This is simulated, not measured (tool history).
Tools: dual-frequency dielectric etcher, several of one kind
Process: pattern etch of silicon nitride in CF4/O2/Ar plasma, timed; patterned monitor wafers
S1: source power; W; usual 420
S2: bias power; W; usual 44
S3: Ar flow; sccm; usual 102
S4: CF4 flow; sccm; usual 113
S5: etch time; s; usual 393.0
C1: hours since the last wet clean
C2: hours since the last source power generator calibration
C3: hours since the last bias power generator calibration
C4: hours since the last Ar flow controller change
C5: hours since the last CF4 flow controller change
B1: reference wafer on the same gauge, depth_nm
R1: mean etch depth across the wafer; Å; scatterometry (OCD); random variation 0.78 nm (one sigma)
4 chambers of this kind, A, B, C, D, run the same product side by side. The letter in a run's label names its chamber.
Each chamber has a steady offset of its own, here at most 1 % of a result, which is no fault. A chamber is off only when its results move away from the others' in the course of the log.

Run 1C, hour 2.7: usual settings; C1 27.1; C2 1907.4; C3 1586.9; C4 2107.4; C5 2202.9; B1 530.02. Result: R1 6227.5 Å.
Run 2A, hour 6.5: usual settings; C1 339.6; C2 1708.5; C3 607.7; C4 592.9; C5 1792.5; B1 530.26. Result: R1 6223.7 Å.
Run 3D, hour 10.8: usual settings; C1 329.8; C2 2195.9; C3 1398.5; C4 3951.9; C5 516.3; B1 530.18. Result: R1 6176.3 Å.
Run 4B, hour 14.7: usual settings; C1 66.2; C2 3712.3; C3 101.8; C4 225.2; C5 586.7; B1 530.42. Result: R1 6264.7 Å.
Run 5B, hour 18.9: usual settings; C1 70.4; C2 3716.5; C3 106.0; C4 229.4; C5 590.9; B1 530.61. Result: R1 6248.2 Å.
Run 6C, hour 22.1: usual settings; C1 46.5; C2 1926.8; C3 1606.3; C4 2126.8; C5 2222.3; B1 530.42. Result: R1 6238.6 Å.
Run 7A, hour 26.5: usual settings but S3 89 sccm, S5 302.5 s; C1 359.6; C2 1728.5; C3 627.7; C4 612.9; C5 1812.5; B1 530.73. Result: R1 4869.1 Å.
Run 8D, hour 31.0: usual settings but S3 89 sccm, S5 302.5 s; C1 350.0; C2 2216.1; C3 1418.7; C4 3972.1; C5 536.5; B1 530.55. Result: R1 4847.0 Å.
Run 9A, hour 35.0: usual settings but S3 89 sccm, S5 302.5 s; C1 368.1; C2 1737.0; C3 636.2; C4 621.4; C5 1821.0; B1 530.80. Result: R1 4874.3 Å.
Run 10C, hour 39.3: usual settings but S3 89 sccm, S5 302.5 s; C1 63.7; C2 1944.0; C3 1623.5; C4 2144.0; C5 2239.5; B1 530.89. Result: R1 4891.6 Å.
Run 11B, hour 41.6: usual settings; C1 93.1; C2 3739.2; C3 128.7; C4 252.1; C5 613.6; B1 530.97. Result: R1 6258.0 Å.
Run 12D, hour 45.1: usual settings; C1 364.1; C2 2230.2; C3 1432.8; C4 3986.2; C5 550.6; B1 530.83. Result: R1 6185.1 Å.
Run 13B, hour 48.7: usual settings; C1 100.2; C2 3746.3; C3 135.8; C4 259.2; C5 620.7; B1 530.94. Result: R1 6250.1 Å.
Run 14A, hour 50.9: usual settings; C1 384.0; C2 1752.9; C3 652.1; C4 637.3; C5 1836.9; B1 531.00. Result: R1 6230.1 Å.
Run 15D, hour 54.8: usual settings; C1 373.8; C2 2239.9; C3 1442.5; C4 3995.9; C5 560.3; B1 531.19. Result: R1 6197.2 Å.
Run 16C, hour 57.3: usual settings; C1 81.7; C2 1962.0; C3 1641.5; C4 2162.0; C5 2257.5; B1 531.17. Result: R1 6267.8 Å.
Run 17A, hour 60.2: usual settings; C1 393.3; C2 1762.2; C3 661.4; C4 646.6; C5 1846.2; B1 531.12. Result: R1 6235.3 Å.
Run 18C, hour 62.3: usual settings; C1 86.7; C2 1967.0; C3 1646.5; C4 2167.0; C5 2262.5; B1 531.33. Result: R1 6237.9 Å.
Run 19B, hour 65.9: usual settings; C1 117.4; C2 3763.5; C3 153.0; C4 276.4; C5 637.9; B1 531.63. Result: R1 6260.0 Å.
Run 20D, hour 70.0: usual settings; C1 389.0; C2 2255.1; C3 1457.7; C4 4011.1; C5 575.5; B1 531.41. Result: R1 6196.1 Å.
Run 21B, hour 74.3: usual settings; C1 125.8; C2 3771.9; C3 161.4; C4 284.8; C5 646.3; B1 531.76. Result: R1 6268.9 Å.
At hour 76.1: chamber D: Ar flow controller replaced.
Run 22C, hour 77.7: usual settings; C1 102.1; C2 1982.4; C3 1661.9; C4 2182.4; C5 2277.9; B1 531.53. Result: R1 6254.0 Å.
Run 23A, hour 81.0: usual settings but S1 500 W, S3 118 sccm; C1 414.1; C2 1783.0; C3 682.2; C4 667.4; C5 1867.0; B1 531.58. Result: R1 7110.3 Å.
Run 24D, hour 84.6: usual settings but S1 500 W, S3 118 sccm; C1 403.6; C2 2269.7; C3 1472.3; C4 8.5; C5 590.1; B1 531.79. Result: R1 7079.6 Å.
Run 25A, hour 87.8: usual settings but S1 500 W, S3 118 sccm; C1 420.9; C2 1789.8; C3 689.0; C4 674.2; C5 1873.8; B1 531.93. Result: R1 7111.1 Å.
Run 26C, hour 90.4: usual settings but S1 500 W, S3 118 sccm; C1 114.8; C2 1995.1; C3 1674.6; C4 2195.1; C5 2290.6; B1 531.81. Result: R1 7166.3 Å.
Run 27B, hour 92.9: usual settings but S1 360 W, S3 111 sccm; C1 144.4; C2 3790.5; C3 180.0; C4 303.4; C5 664.9; B1 531.99. Result: R1 5451.8 Å.
Run 28D, hour 96.5: usual settings but S1 360 W, S3 111 sccm; C1 415.5; C2 2281.6; C3 1484.2; C4 20.4; C5 602.0; B1 532.00. Result: R1 5369.1 Å.
Run 29A, hour 100.2: usual settings but S1 360 W, S3 111 sccm; C1 433.3; C2 1802.2; C3 701.4; C4 686.6; C5 1886.2; B1 532.15. Result: R1 5414.5 Å.
Run 30D, hour 104.1: usual settings but S1 360 W, S3 111 sccm; C1 423.1; C2 2289.2; C3 1491.8; C4 28.0; C5 609.6; B1 532.21. Result: R1 5391.5 Å.
Run 31B, hour 107.9: usual settings but S1 380 W; C1 159.4; C2 3805.5; C3 195.0; C4 318.4; C5 679.9; B1 532.23. Result: R1 5770.9 Å.
Run 32C, hour 111.0: usual settings but S1 380 W; C1 135.4; C2 2015.7; C3 1695.2; C4 2215.7; C5 2311.2; B1 532.34. Result: R1 5735.4 Å.
Run 33A, hour 113.6: usual settings but S1 380 W; C1 446.7; C2 1815.6; C3 714.8; C4 700.0; C5 1899.6; B1 532.32. Result: R1 5733.1 Å.
Run 34B, hour 117.8: usual settings but S1 380 W; C1 169.3; C2 3815.4; C3 204.9; C4 328.3; C5 689.8; B1 532.45. Result: R1 5764.9 Å.
Run 35C, hour 121.5: usual settings; C1 145.9; C2 2026.2; C3 1705.7; C4 2226.2; C5 2321.7; B1 532.52. Result: R1 6276.7 Å.
Run 36D, hour 125.8: usual settings; C1 444.8; C2 2310.9; C3 1513.5; C4 49.7; C5 631.3; B1 532.68. Result: R1 6209.5 Å.

What goes on in this fleet: one chamber off, a drifting gauge, or nothing beyond the chambers' own small offsets? Name the chamber and the cause, if any.

The gauge drifts, so all chambers seem to drift together. No chamber is off.
Cause: gauge reads high (%) = 0.516.
